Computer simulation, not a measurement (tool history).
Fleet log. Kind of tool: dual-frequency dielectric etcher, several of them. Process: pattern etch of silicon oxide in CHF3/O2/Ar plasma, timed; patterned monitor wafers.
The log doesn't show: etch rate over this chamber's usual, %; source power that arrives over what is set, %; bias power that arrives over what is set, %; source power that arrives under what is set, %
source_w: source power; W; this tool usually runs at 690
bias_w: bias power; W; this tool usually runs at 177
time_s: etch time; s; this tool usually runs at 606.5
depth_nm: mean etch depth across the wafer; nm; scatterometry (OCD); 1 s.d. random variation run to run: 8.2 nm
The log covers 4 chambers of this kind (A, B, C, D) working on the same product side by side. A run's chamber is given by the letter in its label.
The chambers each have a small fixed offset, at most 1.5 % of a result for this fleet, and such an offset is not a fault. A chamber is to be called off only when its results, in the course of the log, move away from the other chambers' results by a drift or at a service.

| run | hour | source_w | bias_w | time_s | hours since the last wet clean | hours since the last source power generator calibration | hours since the last bias power generator calibration | read-back reference wafer on the same gauge, depth_nm | depth_nm |
|---|---|---|---|---|---|---|---|---|---|
| 1D | 9.3 | 690 | 177 | 606.5 | 217.1 | 2349.9 | 3099.0 | 1180.3 | 1247.80 |
| 2C | 16.1 | 690 | 177 | 606.5 | 575.9 | 3847.6 | 4414.1 | 1178.4 | 1269.30 |
| 3B | 24.2 | 690 | 177 | 606.5 | 313.8 | 2085.3 | 377.5 | 1182.2 | 1277.30 |
| 4A | 33.6 | 690 | 177 | 606.5 | 146.9 | 2821.6 | 1546.7 | 1180.3 | 1250.70 |
| 5B | 41.8 | 690 | 177 | 606.5 | 331.4 | 2102.9 | 395.1 | 1180.8 | 1262.70 |
| 6C | 50.6 | 690 | 177 | 606.5 | 610.4 | 3882.1 | 4448.6 | 1180.5 | 1266.30 |
|  | 54.4 | chamber C: bias power generator calibrated |
| 7A | 58.5 | 790 | 177 | 606.5 | 171.8 | 2846.5 | 1571.6 | 1178.0 | 1322.90 |
| 8D | 68.1 | 790 | 177 | 606.5 | 275.9 | 2408.7 | 3157.8 | 1179.1 | 1310.60 |
| 9D | 73.9 | 790 | 177 | 606.5 | 281.7 | 2414.5 | 3163.6 | 1180.1 | 1301.90 |
|  | 81.0 | chamber C: wet clean of the chamber |
| 10C | 85.6 | 790 | 177 | 606.5 | 4.6 | 3917.1 | 31.3 | 1179.5 | 1328.00 |
| 11A | 98.0 | 690 | 177 | 606.5 | 211.3 | 2886.0 | 1611.1 | 1179.3 | 1272.90 |
| 12B | 111.1 | 690 | 177 | 606.5 | 400.7 | 2172.2 | 464.4 | 1180.7 | 1279.30 |
| 13B | 120.7 | 690 | 143 | 606.5 | 410.3 | 2181.8 | 474.0 | 1181.8 | 1173.90 |
| 14A | 127.7 | 690 | 143 | 606.5 | 241.0 | 2915.7 | 1640.8 | 1182.7 | 1172.60 |
| 15C | 134.4 | 690 | 143 | 606.5 | 53.4 | 3965.9 | 80.1 | 1180.1 | 1160.40 |
| 16D | 143.7 | 690 | 143 | 606.5 | 351.5 | 2484.3 | 3233.4 | 1180.2 | 1160.90 |
| 17D | 154.5 | 690 | 177 | 606.5 | 362.3 | 2495.1 | 3244.2 | 1180.6 | 1230.20 |
| 18C | 166.9 | 690 | 177 | 606.5 | 85.9 | 3998.4 | 112.6 | 1180.8 | 1261.40 |
|  | 169.8 | chamber B: wet clean of the chamber |
| 19A | 176.0 | 690 | 177 | 606.5 | 289.3 | 2964.0 | 1689.1 | 1181.5 | 1258.30 |
| 20B | 186.7 | 690 | 177 | 606.5 | 16.9 | 2247.8 | 540.0 | 1179.9 | 1317.00 |
| 21C | 197.2 | 690 | 177 | 606.5 | 116.2 | 4028.7 | 142.9 | 1179.6 | 1270.10 |
| 22D | 205.3 | 690 | 177 | 606.5 | 413.1 | 2545.9 | 3295.0 | 1179.5 | 1256.50 |
| 23B | 215.5 | 690 | 177 | 606.5 | 45.7 | 2276.6 | 568.8 | 1181.2 | 1336.40 |
| 24A | 227.0 | 690 | 177 | 606.5 | 340.3 | 3015.0 | 1740.1 | 1180.4 | 1247.30 |
| 25A | 234.7 | 690 | 177 | 606.5 | 348.0 | 3022.7 | 1747.8 | 1180.6 | 1250.70 |
| 26D | 242.2 | 690 | 177 | 606.5 | 450.0 | 2582.8 | 3331.9 | 1179.1 | 1255.40 |
| 27C | 253.6 | 690 | 177 | 606.5 | 172.6 | 4085.1 | 199.3 | 1182.6 | 1254.60 |
| 28B | 265.0 | 690 | 177 | 606.5 | 95.2 | 2326.1 | 618.3 | 1177.5 | 1312.50 |

Which is it: a chamber that has drifted or been left off by a service, a gauge drift common to all chambers, or only each chamber's usual small offset? If a chamber is off, name it and its likeliest cause.

Chamber B has stood off from the others ever since a service on it.
Likeliest cause: etch rate over this chamber's usual, % = 3.97.

Which of the 4 candidates below, each the usual settings with something changed and its results left as question marks, puts chamber B back in line with what the other chambers give on the usual settings?
A result is in line if it is within this distance of the other chambers' mean on the usual settings: depth_nm 29.00 nm
| 29B-1 | 274.7 | 700 | 179 | 633.5 |  |  |  |  | ? |
| 29B-2 | 274.7 | 680 | 175 | 579.5 |  |  |  |  | ? |
| 29B-3 | 274.7 | 710 | 181 | 664.0 |  |  |  |  | ? |
| 29B-4 | 274.7 | 690 | 129 | 606.5 |  |  |  |  | ? |

Usual-settings mean across the other chambers: depth_nm 1253.20 nm
| run | depth_nm |
|---|---|
| 29B-1 | 1399.50 |
| 29B-2 | 1256.30 |
| 29B-3 | 1480.50 |
| 29B-4 | 1197.20 |
With 29B-2, the chamber falls back in line with the rest.
